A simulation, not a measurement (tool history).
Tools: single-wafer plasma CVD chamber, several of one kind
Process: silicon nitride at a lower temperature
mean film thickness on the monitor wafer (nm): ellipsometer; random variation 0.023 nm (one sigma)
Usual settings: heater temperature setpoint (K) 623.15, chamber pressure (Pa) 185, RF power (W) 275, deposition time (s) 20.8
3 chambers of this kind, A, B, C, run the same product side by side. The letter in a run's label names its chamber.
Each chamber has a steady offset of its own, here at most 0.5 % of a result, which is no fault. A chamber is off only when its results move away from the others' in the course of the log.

run,hour,heater temperature setpoint (K),chamber pressure (Pa),RF power (W),deposition time (s),"read-back reference wafer on the same gauge, thickness_nm",mean film thickness on the monitor wafer (nm)
1C,4.8,623.15,185,275,20.8,22.100,22.168
2B,10.2,623.15,185,275,20.8,22.102,22.217
3A,17.0,623.15,185,275,20.8,22.111,22.065
4B,28.1,623.15,185,275,20.8,22.121,22.240
5A,36.6,623.15,185,275,20.8,22.118,22.117
6C,44.4,623.15,185,275,20.8,22.126,22.206
7C,54.6,623.15,185,275,20.8,22.126,22.231
8B,61.3,623.15,185,275,20.8,22.133,22.263
9A,69.3,623.15,185,275,20.8,22.139,22.106
10B,77.0,613.15,185,275,17.3,22.145,18.619
11A,84.5,613.15,185,275,17.3,22.146,18.431
12C,90.7,613.15,185,275,17.3,22.161,18.563
13A,96.3,623.15,185,275,20.8,22.154,22.140
14C,101.5,623.15,213,275,22.7,22.158,25.234
# hour 111.0: chamber A: RF generator calibrated
15B,111.4,623.15,213,275,22.7,22.160,25.331
16C,117.7,623.15,213,275,22.7,22.167,25.244
17A,126.7,623.15,185,275,20.8,22.173,22.153
18B,134.8,623.15,185,275,20.8,22.180,22.280
19C,143.3,623.15,219,275,24.1,22.184,27.035
20A,148.4,623.15,219,275,24.1,22.183,26.845
21B,157.4,623.15,219,275,24.1,22.191,27.056

What goes on in this fleet: one chamber off, a drifting gauge, or nothing beyond the chambers' own small offsets? Name the chamber and the cause, if any.

The gauge drifts, so all chambers seem to drift together. No chamber is off.
Cause: gauge reads high (%) = 0.431.
